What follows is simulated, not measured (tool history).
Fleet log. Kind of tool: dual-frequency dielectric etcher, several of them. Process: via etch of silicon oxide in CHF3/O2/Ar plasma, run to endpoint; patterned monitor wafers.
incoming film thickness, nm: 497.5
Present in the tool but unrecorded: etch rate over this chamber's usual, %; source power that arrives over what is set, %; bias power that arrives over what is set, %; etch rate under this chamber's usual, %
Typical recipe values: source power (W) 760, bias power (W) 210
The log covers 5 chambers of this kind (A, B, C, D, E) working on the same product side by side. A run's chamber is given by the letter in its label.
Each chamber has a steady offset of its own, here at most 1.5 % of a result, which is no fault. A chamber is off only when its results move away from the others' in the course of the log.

run	hour	source power (W)	bias power (W)	hours since the last wet clean	hours since the last source power generator calibration	hours since the last bias power generator calibration	endpoint time (s)
1E	5.7	760	210	265.3	1947.7	2633.9	217.96
2B	9.5	760	210	161.9	3000.8	3534	216.18
3C	14.7	760	210	70.5	2453.3	2512.7	216.38
4A	21.9	760	210	265.2	187.7	388.4	216.36
5D	25.7	760	210	212.1	2817.2	1154	217.73
6D	30.3	760	210	216.7	2821.8	1158.6	215.53
7B	37.2	760	210	189.6	3028.5	3561.7	215.62
8C	44.8	760	210	100.6	2483.4	2542.8	215.11
9E	50.3	760	210	309.9	1992.3	2678.5	218.02
10A	54.7	760	210	298	220.5	421.2	218.73
11B	58.7	760	210	211.1	3050	3583.2	215.46
12E	63.4	760	210	323	2005.4	2691.6	218.32
13A	69.5	760	210	312.8	235.3	436	216.86
14C	75.4	680	226	131.2	2514	2573.4	218.93
15D	79.5	680	226	265.9	2871	1207.8	219.16
16B	86.9	680	226	239.3	3078.2	3611.4	220.91
17A	93.9	680	226	337.2	259.7	460.4	218.8
# hour 97.2: chamber E: wet clean of the chamber
18D	97.8	680	226	284.2	2889.3	1226.1	221.41
19E	105.3	760	210	8.1	2047.3	2733.5	217.74
20C	109	760	210	164.8	2547.6	2607	216.72
21D	115	760	210	301.4	2906.5	1243.3	217.01
22C	122.5	920	227	178.3	2561.1	2620.5	195.38
23A	127.3	920	227	370.6	293.1	493.8	190.77
24E	134.4	920	227	37.2	2076.4	2762.6	196.66
25B	138.6	920	227	291	3129.9	3663.1	197.92
26E	146.3	920	227	49.1	2088.3	2774.5	196.72
27A	149.7	760	210	393	315.5	516.2	207.81
28B	153.7	760	210	306.1	3145	3678.2	216.21
29D	160.4	760	242	346.8	2951.9	1288.7	207.41
30C	165.3	760	242	221.1	2603.9	2663.3	205.68
31E	170.9	760	242	73.7	2112.9	2799.1	206.39
32C	177.6	760	242	233.4	2616.2	2675.6	205.12
33A	181	760	242	424.3	346.8	547.5	195.89

Is one chamber off against the others, does the gauge drift, or is nothing wrong? If a chamber is off, say which, and what the likeliest cause is.

Chamber A drifts away from the others.
What lies behind it: etch rate over this chamber's usual, % = 5.46.

Below are 4 candidate recipes for chamber A's next run, each the usual settings with a change, their results shown as question marks. Which of them brings A's results back in line with what the other chambers give on the usual settings?
Allowed miss from the other chambers' usual-settings mean, per result, to count as in line: endpoint time (s) 2.9
34A-1	186.6	760	240				?
34A-2	186.6	730	203				?
34A-3	186.6	760	225				?
34A-4	186.6	700	197				?

The other chambers' mean on the usual settings: endpoint time (s) 216.66
run	endpoint time (s)
34A-1	197.43
34A-2	212.25
34A-3	201.86
34A-4	217.86
34A-4 brings the chamber back in line.
